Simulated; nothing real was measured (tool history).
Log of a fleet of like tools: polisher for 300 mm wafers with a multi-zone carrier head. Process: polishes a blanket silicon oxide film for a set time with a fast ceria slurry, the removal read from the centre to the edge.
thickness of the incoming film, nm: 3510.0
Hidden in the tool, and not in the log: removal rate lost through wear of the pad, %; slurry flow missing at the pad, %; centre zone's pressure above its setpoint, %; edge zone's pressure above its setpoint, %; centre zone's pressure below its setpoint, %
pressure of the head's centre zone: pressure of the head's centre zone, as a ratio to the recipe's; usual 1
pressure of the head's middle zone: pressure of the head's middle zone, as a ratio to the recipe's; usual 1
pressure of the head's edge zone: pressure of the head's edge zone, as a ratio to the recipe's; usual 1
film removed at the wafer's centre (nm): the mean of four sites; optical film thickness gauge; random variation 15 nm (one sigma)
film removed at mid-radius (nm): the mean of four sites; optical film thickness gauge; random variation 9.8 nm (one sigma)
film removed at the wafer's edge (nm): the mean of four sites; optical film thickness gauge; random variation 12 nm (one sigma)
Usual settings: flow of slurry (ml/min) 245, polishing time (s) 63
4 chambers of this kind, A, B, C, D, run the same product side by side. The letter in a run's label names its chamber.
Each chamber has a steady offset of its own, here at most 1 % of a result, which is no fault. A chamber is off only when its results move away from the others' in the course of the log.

run,hour,flow of slurry (ml/min),pressure of the head's centre zone,pressure of the head's middle zone,pressure of the head's edge zone,polishing time (s),wafers polished on this pad,hours since the slurry nozzle was cleaned,hours since the centre zone pressure was calibrated,hours since the edge zone pressure was calibrated,film removed at the wafer's centre (nm),film removed at mid-radius (nm),film removed at the wafer's edge (nm)
1C,3.5,245,1,1,1,63,557,222.5,618.6,332.9,994.22,1003.1,1020.5
# hour 6: chamber A: edge zone pressure recalibrated
2B,6.1,245,1,1,1,63,728,196.4,1199.9,1219.2,1009.8,1009.7,1031.5
3D,9.6,245,1,1,1,63,182,350.2,747.3,39.9,979.95,1027.8,1016
4A,14.5,245,1,1,1,63,171,313.4,371.6,8.6,1015.9,1003.6,1007.1
# hour 20: chamber B: worn pad replaced by a new one
5C,20.3,245,1,1,1,63,750,239.3,635.4,349.7,1027.9,1016.7,1004.5
# hour 21.8: chamber C: worn pad replaced by a new one
6A,25.5,245,0.89,0.88,1,63,298,324.4,382.6,19.6,870.59,911.06,1018.8
7B,30.7,245,0.89,0.88,1,63,123,221,1224.5,1243.8,889.21,911.77,990.21
8D,36.2,245,0.89,0.88,1,63,489,376.8,773.9,66.5,871.33,911.63,1010.1
9D,39.9,245,0.89,0.88,1,63,531,380.5,777.6,70.2,866.37,889.86,993.67
# hour 43.3: chamber A: centre zone pressure recalibrated
10B,45.5,245,1,1,1,63,294,235.8,1239.3,1258.6,1039.6,1002.6,1011.5
11C,49.9,245,1,1,1,63,324,268.9,665,379.3,1007.4,1020.7,1012
12A,55,245,1,1,1,63,638,353.9,11.7,49.1,1025.9,1014.4,1015.6
13B,59,245,1,1,1,63,450,249.3,1252.8,1272.1,1003.6,1003,1013.4
# hour 61.8: chamber D: worn pad replaced by a new one
14D,63.8,190,1,1,1,42,23,404.4,801.5,94.1,627.02,663.24,663.05
# hour 65.9: chamber C: centre zone pressure recalibrated
15A,66.9,190,1,1,1,42,775,365.8,23.6,61,642.02,640.82,662.11
16C,70.3,190,1,1,1,42,559,289.3,4.5,399.7,659.26,648.77,656.48
17A,73.9,190,1,1,1,42,856,372.8,30.6,68,651.85,652.27,649.83
18D,79.2,245,1,1,1,63,200,419.8,816.9,109.5,995.88,1010.1,981.32
# hour 80.4: chamber C: worn pad replaced by a new one
# hour 82.2: chamber B: worn pad replaced by a new one
19C,84,245,1,1,1,63,41,303,18.2,413.4,1042,1005.4,999.81
20B,89.7,245,0.89,1,1,63,87,280,1283.5,1302.8,921.68,1001.3,1006.2
# hour 90.7: chamber D: centre zone pressure recalibrated
21C,93.8,245,0.89,1,1,63,154,312.8,28,423.2,884.52,1005.1,1019.2
22A,97.9,245,0.89,1,1,63,1133,396.8,54.6,92,906.18,995.57,1008.8
23D,102.5,245,0.89,1,1,63,469,443.1,11.9,132.8,870.17,1009,1000.5
24B,105.2,245,1,1,1,63,266,295.5,1299,1318.3,1022.6,1020.2,995.9
25A,109.5,245,1,1,1,63,1267,408.4,66.2,103.6,1013.4,994.63,1005.5
26D,113,245,1,1,1,63,590,453.6,22.4,143.3,997.55,1022.8,1020.6
27B,118.8,245,1,1,1,63,422,309.1,1312.6,1331.9,1031.2,1008.9,1021

All 4 chambers run these settings next. Forecast each chamber's results:
28A,123.1,245,1,1,1,84,,,,,?,?,?
28B,123.1,245,1,1,1,84,,,,,?,?,?
28C,123.1,245,1,1,1,84,,,,,?,?,?
28D,123.1,245,1,1,1,84,,,,,?,?,?

run,film removed at the wafer's centre (nm),film removed at mid-radius (nm),film removed at the wafer's edge (nm)
28A,1373.9,1328.5,1340.2
28B,1369.9,1313.2,1380.1
28C,1378.6,1354.3,1360.8
28D,1323.7,1338.7,1351.1
